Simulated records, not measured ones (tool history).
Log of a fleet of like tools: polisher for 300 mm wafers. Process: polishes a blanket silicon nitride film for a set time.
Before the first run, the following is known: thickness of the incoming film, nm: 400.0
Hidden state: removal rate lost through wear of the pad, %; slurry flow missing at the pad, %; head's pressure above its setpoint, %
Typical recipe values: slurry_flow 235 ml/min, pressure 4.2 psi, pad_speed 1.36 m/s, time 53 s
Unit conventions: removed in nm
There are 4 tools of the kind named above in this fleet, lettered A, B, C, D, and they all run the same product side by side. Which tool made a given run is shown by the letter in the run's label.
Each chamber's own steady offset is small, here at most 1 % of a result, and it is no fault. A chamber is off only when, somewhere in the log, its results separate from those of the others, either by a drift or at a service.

run	hour	slurry_flow	pressure	pad_speed	time	wafers polished on this pad	hours since the slurry nozzle was cleaned	hours since the head pressure was calibrated	removed
1B	4.8	235	4.2	1.36	53	569	454.9	29.4	155.6
2A	7.8	235	4.2	1.36	53	527	441.9	73	152.89
3D	11.8	235	4.2	1.36	53	745	451.3	108.4	156.53
# hour 15.1: chamber A: worn pad replaced by a new one
4C	16.9	235	4.2	1.36	53	445	219.5	815.4	156.67
5D	21.8	235	4.2	1.36	53	836	461.3	118.4	155.01
6B	25	235	4.2	1.36	53	753	475.1	49.6	153.58
7A	29.8	235	4.2	1.36	53	134	463.9	95	155.19
8C	33.7	235	4.2	1.36	53	598	236.3	832.2	158.43
9A	36.8	185	4.2	1.1	53	198	470.9	102	123.31
10D	41.6	185	4.2	1.1	53	1017	481.1	138.2	127.09
11C	45.3	185	4.2	1.1	53	704	247.9	843.8	130.53
12B	48	185	4.2	1.1	53	963	498.1	72.6	132.19
# hour 49.1: chamber C: worn pad replaced by a new one
# hour 52.1: chamber B: worn pad replaced by a new one
13A	52.8	235	4.2	1.36	53	343	486.9	118	155.98
14D	56.3	235	4.2	1.36	53	1151	495.8	152.9	147.56
15B	60.3	235	4.2	1.36	53	75	510.4	84.9	159.03
16C	64.8	235	4.2	1.36	53	143	267.4	863.3	156.51
17C	70.6	235	4.2	1.36	53	196	273.2	869.1	155.94
# hour 73.3: chamber A: worn pad replaced by a new one
18D	76.2	235	4.2	1.36	53	1332	515.7	172.8	156.76
19B	80.3	235	4.2	1.36	53	257	530.4	104.9	160.7
20A	85.6	235	4.2	1.36	53	112	519.7	150.8	154.09
21C	90	235	4.2	1.36	53	373	292.6	888.5	157.53
22B	95.7	235	4.2	1.36	53	398	545.8	120.3	160.55
23A	101.4	235	4.2	1.36	53	257	535.5	166.6	160.06
24D	104.3	200	4.2	1.36	53	1588	543.8	200.9	145.91
25D	107.9	200	4.2	1.36	53	1621	547.4	204.5	144.33
26B	111.8	200	4.2	1.36	53	545	561.9	136.4	152.13
27C	116.5	200	4.2	1.36	53	615	319.1	915	157.57
28A	119.9	235	4.2	1.36	53	425	554	185.1	155.25
# hour 120.3: chamber C: worn pad replaced by a new one
29D	125.3	235	4.2	1.36	53	1780	564.8	221.9	146.27
30C	128.3	235	4.2	1.36	53	73	330.9	926.8	156.04
31A	134.1	235	4.2	1.36	53	555	568.2	199.3	157.8
# hour 136.2: chamber A: worn pad replaced by a new one
32B	137.5	235	4.2	1.36	53	779	587.6	162.1	157.33
33B	141.5	235	4.2	1.36	53	816	591.6	166.1	156.99
34D	146.8	235	4.2	1.36	53	1976	586.3	243.4	139.85
35A	150.2	235	4.2	1.36	53	127	584.3	215.4	156.04
36C	155.9	235	4.2	1.36	53	325	358.5	954.4	153.42
37B	159	235	4.2	1.36	53	975	609.1	183.6	157.49

Is one chamber off against the others, does the gauge drift, or is nothing wrong? If a chamber is off, say which, and what the likeliest cause is.

It is chamber D that slowly wanders off from its peers.
What lies behind it: removal rate lost through wear of the pad, % = 12.2.
From this log alone, it may not be told apart from: head's pressure below its setpoint, %.

Here are 4 candidates for chamber D's next run, each the usual settings with a change, their results left as question marks. Which one brings its results back in line with what the others give on the usual settings?
Counts as in line when no further than this from what the other chambers average on the usual settings: removed 8.1 nm
38D-1	163.4	235	4.6	1.46	58				?
38D-2	163.4	230	3.6	1.2	53				?
38D-3	163.4	235	4.4	1.36	56				?
38D-4	163.4	235	4	1.32	51				?

Mean of the other chambers on the usual settings: removed 156.48 nm
run	removed
38D-1	176.6
38D-2	108.36
38D-3	154.32
38D-4	124.97
Change 38D-3 lands the chamber within the allowed miss of the other chambers.

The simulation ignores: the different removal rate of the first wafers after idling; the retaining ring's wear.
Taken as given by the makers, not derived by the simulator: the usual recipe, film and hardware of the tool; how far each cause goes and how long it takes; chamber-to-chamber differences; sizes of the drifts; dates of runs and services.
